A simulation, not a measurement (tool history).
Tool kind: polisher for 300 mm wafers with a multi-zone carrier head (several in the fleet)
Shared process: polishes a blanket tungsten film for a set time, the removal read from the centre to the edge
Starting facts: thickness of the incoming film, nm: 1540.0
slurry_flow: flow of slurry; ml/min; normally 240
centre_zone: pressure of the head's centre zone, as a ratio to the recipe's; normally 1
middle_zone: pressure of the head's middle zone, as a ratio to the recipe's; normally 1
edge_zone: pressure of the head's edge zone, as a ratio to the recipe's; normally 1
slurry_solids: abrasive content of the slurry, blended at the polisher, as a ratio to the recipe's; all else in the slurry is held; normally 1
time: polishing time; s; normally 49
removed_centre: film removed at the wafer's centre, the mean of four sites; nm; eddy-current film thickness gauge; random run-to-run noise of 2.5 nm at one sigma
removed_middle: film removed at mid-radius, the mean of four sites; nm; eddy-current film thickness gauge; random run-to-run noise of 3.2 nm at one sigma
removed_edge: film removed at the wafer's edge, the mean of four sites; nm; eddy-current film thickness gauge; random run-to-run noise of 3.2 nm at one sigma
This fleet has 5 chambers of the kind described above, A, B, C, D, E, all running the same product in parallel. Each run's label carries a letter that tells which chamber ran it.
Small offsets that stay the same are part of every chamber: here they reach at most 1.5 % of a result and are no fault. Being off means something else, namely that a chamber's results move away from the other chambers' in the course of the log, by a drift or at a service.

run   hour  slurry_flow  centre_zone  middle_zone  edge_zone  slurry_solids  time  wafers polished on this pad  hours since the slurry nozzle was cleaned  hours since the centre zone pressure was calibrated  hours since the edge zone pressure was calibrated  removed_centre  removed_middle  removed_edge
 1A    3.1          240            1            1          1              1    49                          660                                      318.2                                                  464                                              914.3          303.43          303.12        303.79
 2C    7.6          240            1            1          1              1    49                         1310                                      256.9                                                561.7                                              174.5          301.67          301.52         300.7
      11.7  -- chamber C: worn pad replaced by a new one
 3B   12.1          240            1            1          1              1    49                          548                                       84.4                                                199.4                                              460.5          301.73           302.2        305.25
 4D   16.4          240            1            1          1              1    49                          293                                      345.4                                                  237                                              420.1          299.44           302.6        300.34
      20.1  -- chamber E: worn pad replaced by a new one
 5E   20.6          240            1            1          1              1    49                            7                                        301                                                112.1                                              721.3          306.79          295.13        303.69
 6B   24.1          240            1            1          1              1    49                          712                                       96.4                                                211.4                                              472.5          304.42           309.4        300.04
 7A   26.6          240            1            1          1              1    49                          981                                      341.7                                                487.5                                              937.8          305.74          306.19        301.99
 8E   29.2          240            1            1          1              1    36                          125                                      309.6                                                120.7                                              729.9          223.62          219.21        219.73
 9D     33          240            1            1          1              1    36                          520                                        362                                                253.6                                              436.7          224.47          222.23        219.14
10C   35.1          240            1            1          1              1    36                          321                                      284.4                                                589.2                                                202          224.13          216.26        218.08
      35.4  -- chamber A: worn pad replaced by a new one
      37.8  -- chamber D: worn pad replaced by a new one
11D   37.8          240            1            1          1              1    36                            0                                      366.8                                                258.4                                              441.5           222.5          222.53         224.1
12A   41.8          240            1            1          1              1    36                           88                                      356.9                                                502.7                                                953          221.01          220.97        225.71
13E   45.1          240            1            1          1              1    49                          343                                      325.5                                                136.6                                              745.8          308.63          299.22         307.9
14B   49.4          240            1            1          1              1    49                         1058                                      121.7                                                236.7                                              497.8          304.31          302.53        305.25
15C   53.9          240            1            1          1              1    49                          578                                      303.2                                                  608                                              220.8          300.84          301.96        301.27
      55.6  -- chamber C: slurry nozzle cleaned
16D     57          240            1            1          1              1    49                          263                                        386                                                277.6                                              460.7          302.88           304.6         304.5
17C   60.3          240            1            1          1              1    49                          666                                        4.8                                                614.4                                              227.2          303.71          298.62           296
18B   64.1          240            1            1          1              1    49                         1259                                      136.4                                                251.4                                              512.5          305.07          304.21        303.06
19E   67.1          240            1            1          1              1    49                          644                                      347.5                                                158.6                                              767.8          305.63          302.42        296.73
20A   70.3          240            1            1       1.05            1.3    49                          478                                      385.4                                                531.2                                              981.5          327.38          319.07        327.54
21C   74.1          240            1            1       1.05            1.3    49                          855                                       18.6                                                628.2                                                241          324.62          323.03        326.09
22B     77          240            1            1       1.05            1.3    49                         1436                                      149.3                                                264.3                                              525.4          319.44          320.74         333.9
23E   80.9          240            1            1       1.05            1.3    49                          832                                      361.3                                                172.4                                              781.6          325.02          318.78        324.81
      81.5  -- chamber B: worn pad replaced by a new one
24D   84.6          240            1            1       1.05            1.3    49                          641                                      413.6                                                305.2                                              488.3          324.45          319.23        323.17
      85.1  -- chamber D: worn pad replaced by a new one
25A   87.1          240            1            1          1              1    49                          708                                      402.2                                                  548                                              998.3          307.57          296.69        306.86
26E   89.9          240            1            1          1              1    49                          956                                      370.3                                                181.4                                              790.6          306.88          303.03        300.98
27D   93.5          240            1         0.93          1              1    49                          115                                      422.5                                                314.1                                              497.2          300.91          284.15         305.2
28C   96.9          240            1         0.93          1              1    49                         1167                                       41.4                                                  651                                              263.8          299.76          281.89        304.59
      97.7  -- chamber E: worn pad replaced by a new one
29A  100.9          240            1         0.93          1              1    49                          897                                        416                                                561.8                                             1012.1          302.57          283.38        305.37
30B  104.7          240            1         0.93          1              1    49                          317                                        177                                                  292                                              553.1          305.53          281.17        304.86
31B  108.3          240            1         0.93          1              1    49                          367                                      180.6                                                295.6                                              556.7          305.15          281.93        303.67
32C  111.3          290         0.95            1          1              1    49                         1364                                       55.8                                                665.4                                              278.2          288.05          301.29         302.6
       115  -- chamber A: worn pad replaced by a new one
33E    115          290         0.95            1          1              1    49                          237                                      395.4                                                206.5                                              815.7          291.96          305.27        302.56
     118.3  -- chamber C: worn pad replaced by a new one
34D  118.4          290         0.95            1          1              1    49                          456                                      447.4                                                  339                                              522.1          293.75          305.29        312.18
35A  122.2          290         0.95            1          1              1    49                           98                                      437.3                                                583.1                                             1033.4          296.49          304.82        304.62
36C  124.3          290         0.95            1          1              1    49                           83                                       68.8                                                678.4                                              291.2          287.04          309.32        307.58
37D    127          240            1            1          1              1    49                          574                                        456                                                347.6                                              530.7           304.9          300.42        300.53
38B  129.7          240            1            1          1              1    49                          659                                        202                                                  317                                              578.1          302.26          299.55        306.78
39A    133          240            1         1.04          1              1    49                          246                                      448.1                                                593.9                                             1044.2          305.97          310.82        299.73

One chamber off, gauge drift, or nothing amiss beyond the chambers' own small offsets? If it is a chamber, which one, and what is the likeliest cause?

No chamber is off and the gauge is stable; the differences are just each chamber's small, constant offset.
